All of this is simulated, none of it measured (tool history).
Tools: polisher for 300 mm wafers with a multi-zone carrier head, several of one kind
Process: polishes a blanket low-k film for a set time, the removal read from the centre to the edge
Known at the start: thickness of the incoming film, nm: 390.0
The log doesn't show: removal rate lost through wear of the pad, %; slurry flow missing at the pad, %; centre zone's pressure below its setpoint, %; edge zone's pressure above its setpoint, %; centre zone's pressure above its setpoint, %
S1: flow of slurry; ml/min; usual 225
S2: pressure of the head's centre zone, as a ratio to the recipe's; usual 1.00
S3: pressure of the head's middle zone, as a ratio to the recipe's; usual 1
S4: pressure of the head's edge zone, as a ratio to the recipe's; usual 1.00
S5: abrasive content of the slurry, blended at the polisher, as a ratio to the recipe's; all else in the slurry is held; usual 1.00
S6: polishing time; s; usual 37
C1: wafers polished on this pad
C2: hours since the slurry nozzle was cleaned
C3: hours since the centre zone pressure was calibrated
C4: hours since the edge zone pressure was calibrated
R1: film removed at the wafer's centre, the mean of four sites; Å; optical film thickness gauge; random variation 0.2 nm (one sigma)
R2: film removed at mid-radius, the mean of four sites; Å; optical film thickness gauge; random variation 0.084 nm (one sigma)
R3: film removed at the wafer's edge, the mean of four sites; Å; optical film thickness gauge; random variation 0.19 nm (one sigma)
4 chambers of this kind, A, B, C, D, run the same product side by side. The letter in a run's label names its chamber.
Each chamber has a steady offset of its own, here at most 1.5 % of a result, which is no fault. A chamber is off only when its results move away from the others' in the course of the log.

run,day,S1,S2,S3,S4,S5,S6,C1,C2,C3,C4,R1,R2,R3
1B,0.346,225,1.00,1,1.00,1.00,37,413,9.7,30.0,161.5,134.11,137.07,139.30
# day 0.754: chamber D: worn pad replaced by a new one
2D,0.821,225,1.00,1,1.00,1.00,37,13,35.1,674.4,26.9,139.58,138.16,140.73
3C,1.125,225,1.00,1,1.00,1.00,37,596,45.3,391.9,341.8,136.46,137.97,135.14
4A,1.583,225,1.00,1,1.00,1.00,37,486,361.9,586.1,995.7,138.80,140.68,137.43
5D,1.842,225,0.89,1,1.12,1.00,37,216,59.6,698.9,51.4,122.21,137.83,148.62
6C,2.262,225,0.89,1,1.12,1.00,37,822,72.6,419.2,369.1,119.60,139.66,145.23
7A,2.492,225,0.89,1,1.12,1.00,37,667,383.7,607.9,1017.5,123.63,140.17,148.36
8B,2.842,225,0.89,1,1.12,1.00,37,910,69.6,89.9,221.4,122.06,136.06,144.53
# day 2.883: chamber A: worn pad replaced by a new one
9A,3.246,295,1.11,1,1.00,1.00,37,72,401.8,626.0,1035.6,161.14,143.57,140.58
# day 3.317: chamber C: worn pad replaced by a new one
# day 3.558: chamber D: worn pad replaced by a new one
10C,3.567,295,1.11,1,1.00,1.00,37,50,103.9,450.5,400.4,159.49,141.72,140.18
11D,3.938,295,1.11,1,1.00,1.00,37,75,109.9,749.2,101.7,159.27,141.12,142.87
# day 3.967: chamber B: worn pad replaced by a new one
12B,4.267,295,1.11,1,1.00,1.00,37,59,103.8,124.1,255.6,159.08,140.17,141.82
13C,4.596,175,1.00,1,1.00,1.00,37,255,128.6,475.2,425.1,135.37,132.58,135.11
14D,4.867,175,1.00,1,1.00,1.00,37,260,132.2,771.5,124.0,134.68,132.77,137.02
15A,5.192,175,1.00,1,1.00,1.00,37,459,448.5,672.7,1082.3,131.48,133.67,134.62
16B,5.558,175,1.00,1,1.00,1.00,37,316,134.8,155.1,286.6,133.86,132.00,132.79
# day 5.833: chamber D: worn pad replaced by a new one
17A,5.871,225,1.00,1,1.00,1.00,37,595,464.8,689.0,1098.6,134.90,138.54,140.07
18C,6.108,225,1.00,1,1.00,1.00,37,556,164.9,511.5,461.4,137.34,138.77,137.05
19D,6.492,225,1.00,1,1.00,1.00,37,131,171.2,810.5,163.0,136.67,136.08,139.05
20B,6.871,225,0.93,1,1.00,1.00,30,577,166.3,186.6,318.1,103.04,109.74,112.35
# day 7.262: chamber C: worn pad replaced by a new one
21B,7.279,225,0.93,1,1.00,1.00,30,659,176.1,196.4,327.9,102.69,109.61,110.16
# day 7.288: chamber A: worn pad replaced by a new one
22C,7.683,225,0.93,1,1.00,1.00,30,83,202.7,549.3,499.2,103.37,112.88,113.52
23D,7.933,225,0.93,1,1.00,1.00,30,418,205.8,845.1,197.6,102.51,111.71,113.34
# day 8.162: chamber D: worn pad replaced by a new one
24A,8.338,225,1.00,1,1.00,1.00,37,209,524.0,748.2,1157.8,134.60,139.12,138.35
25C,8.679,225,1.00,1,1.00,1.00,37,281,226.6,573.2,523.1,139.49,136.87,138.54
26B,9.054,225,1.00,1,1.00,1.00,37,1012,218.7,239.0,370.5,134.04,136.08,139.14
# day 9.188: chamber D: centre zone pressure recalibrated
27A,9.400,225,1.00,1,1.00,1.00,37,420,549.5,773.7,1183.3,128.89,139.62,134.75
28D,9.712,225,1.00,1,1.00,1.00,37,309,248.5,12.7,240.3,137.94,137.50,138.76
29D,9.979,225,1.00,1,1.00,1.00,37,362,254.9,19.1,246.7,136.53,136.74,137.86
# day 10.275: chamber B: worn pad replaced by a new one
30C,10.358,225,1.00,1,1.00,0.75,37,615,266.9,613.5,563.4,118.40,120.44,117.64
31B,10.808,225,1.00,1,1.00,0.75,37,106,260.8,281.1,412.6,118.54,118.16,117.13
# day 10.950: chamber A: worn pad replaced by a new one
32A,11.242,225,1.00,1,1.00,0.75,37,58,593.7,817.9,1227.5,107.92,119.92,117.68
33B,11.600,225,1.00,1,1.00,0.75,37,264,279.8,300.1,431.6,118.73,117.77,120.07

Is one chamber off against the others, does the gauge drift, or is nothing wrong? If a chamber is off, say which, and what the likeliest cause is.

Chamber A drifts away from the others.
Cause: centre zone's pressure below its setpoint, % = 9.58.

Here are 4 candidates for chamber A's next run, each the usual settings with a change, their results left as question marks. Which one brings its results back in line with what the others give on the usual settings?
In line means no further than this from the other chambers' mean on the usual settings: R1 6.80 Å; R2 2.90 Å; R3 6.70 Å
34A-1,11.946,235,1.17,0.95,0.95,1.00,37,,,,,?,?,?
34A-2,11.946,215,0.86,1.05,1.04,1.00,37,,,,,?,?,?
34A-3,11.946,230,1.08,0.97,0.98,1.00,37,,,,,?,?,?
34A-4,11.946,220,0.92,1.03,1.02,1.00,37,,,,,?,?,?

The other chambers' mean on the usual settings: R1 137.53 Å; R2 137.03 Å; R3 138.09 Å
run,R1,R2,R3
34A-1,148.77,134.39,135.05
34A-2,104.74,145.65,140.29
34A-3,135.97,136.63,136.95
34A-4,113.29,143.53,139.19
34A-3 brings the chamber back in line.
